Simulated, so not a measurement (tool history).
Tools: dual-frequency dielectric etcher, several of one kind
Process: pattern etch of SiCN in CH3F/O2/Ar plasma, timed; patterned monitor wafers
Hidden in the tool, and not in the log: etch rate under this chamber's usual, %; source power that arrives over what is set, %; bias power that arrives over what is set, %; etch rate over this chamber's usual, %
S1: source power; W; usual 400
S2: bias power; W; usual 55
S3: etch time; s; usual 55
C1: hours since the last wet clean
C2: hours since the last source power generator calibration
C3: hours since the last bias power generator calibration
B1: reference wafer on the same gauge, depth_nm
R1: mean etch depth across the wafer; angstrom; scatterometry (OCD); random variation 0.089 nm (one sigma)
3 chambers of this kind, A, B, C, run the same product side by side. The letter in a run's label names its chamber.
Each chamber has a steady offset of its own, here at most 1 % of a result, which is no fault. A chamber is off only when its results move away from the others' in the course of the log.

run,hour,S1,S2,S3,C1,C2,C3,B1,R1
1C,13.5,400,55,55,427.7,274.5,3215.1,18.214,187.42
2B,26.7,400,55,55,152.5,3479.9,1710.1,18.209,189.35
3A,39.7,400,55,55,312.6,2865.3,509.8,18.216,189.62
# hour 43.7: chamber C: wet clean of the chamber
4B,47.3,400,55,55,173.1,3500.5,1730.7,18.186,189.87
5A,62.4,400,55,55,335.3,2888.0,532.5,18.174,188.70
6C,72.0,400,55,55,28.3,333.0,3273.6,18.195,186.64
7A,83.8,400,55,55,356.7,2909.4,553.9,18.216,188.01
8B,96.7,360,55,55,222.5,3549.9,1780.1,18.205,181.20
9C,109.6,360,55,55,65.9,370.6,3311.2,18.212,180.71
# hour 121.0: chamber A: wet clean of the chamber
10C,122.7,360,55,55,79.0,383.7,3324.3,18.205,181.31
11A,131.9,400,63,55,10.9,2957.5,602.0,18.188,197.61
12B,140.4,400,63,55,266.2,3593.6,1823.8,18.174,198.89
13C,152.7,400,63,55,109.0,413.7,3354.3,18.206,196.85
14A,160.3,400,55,55,39.3,2985.9,630.4,18.193,189.97
15B,170.0,460,44,55,295.8,3623.2,1853.4,18.196,186.82
16A,177.2,460,44,55,56.2,3002.8,647.3,18.199,185.24
17C,191.5,460,44,55,147.8,452.5,3393.1,18.191,182.54
18B,201.9,400,55,55,327.7,3655.1,1885.3,18.192,189.63
19C,215.2,400,55,55,171.5,476.2,3416.8,18.200,188.09
20B,230.7,400,55,55,356.5,3683.9,1914.1,18.184,187.85
21A,244.9,400,55,55,123.9,3070.5,715.0,18.200,186.80
22B,254.5,400,55,55,380.3,3707.7,1937.9,18.192,189.68
23C,265.8,400,55,55,222.1,526.8,3467.4,18.197,187.10
24A,277.8,400,55,55,156.8,3103.4,747.9,18.221,190.10
25A,291.9,400,55,55,170.9,3117.5,762.0,18.176,188.78
26C,300.6,400,55,55,256.9,561.6,3502.2,18.214,186.06
27B,307.7,400,55,55,433.5,3760.9,1991.1,18.180,191.68
28B,321.8,400,55,55,447.6,3775.0,2005.2,18.197,189.55
29A,335.5,400,55,55,214.5,3161.1,805.6,18.212,189.41
30C,346.8,400,55,55,303.1,607.8,3548.4,18.205,187.42
31B,357.5,400,55,55,483.3,3810.7,2040.9,18.213,189.63
32A,366.6,400,55,55,245.6,3192.2,836.7,18.204,189.86

All 3 chambers run these settings next. Forecast each chamber's results:
33A,377.9,400,55,55,,,,,?
33B,377.9,400,55,55,,,,,?
33C,377.9,400,55,55,,,,,?

run,R1
33A,190.99
33B,189.42
33C,189.27
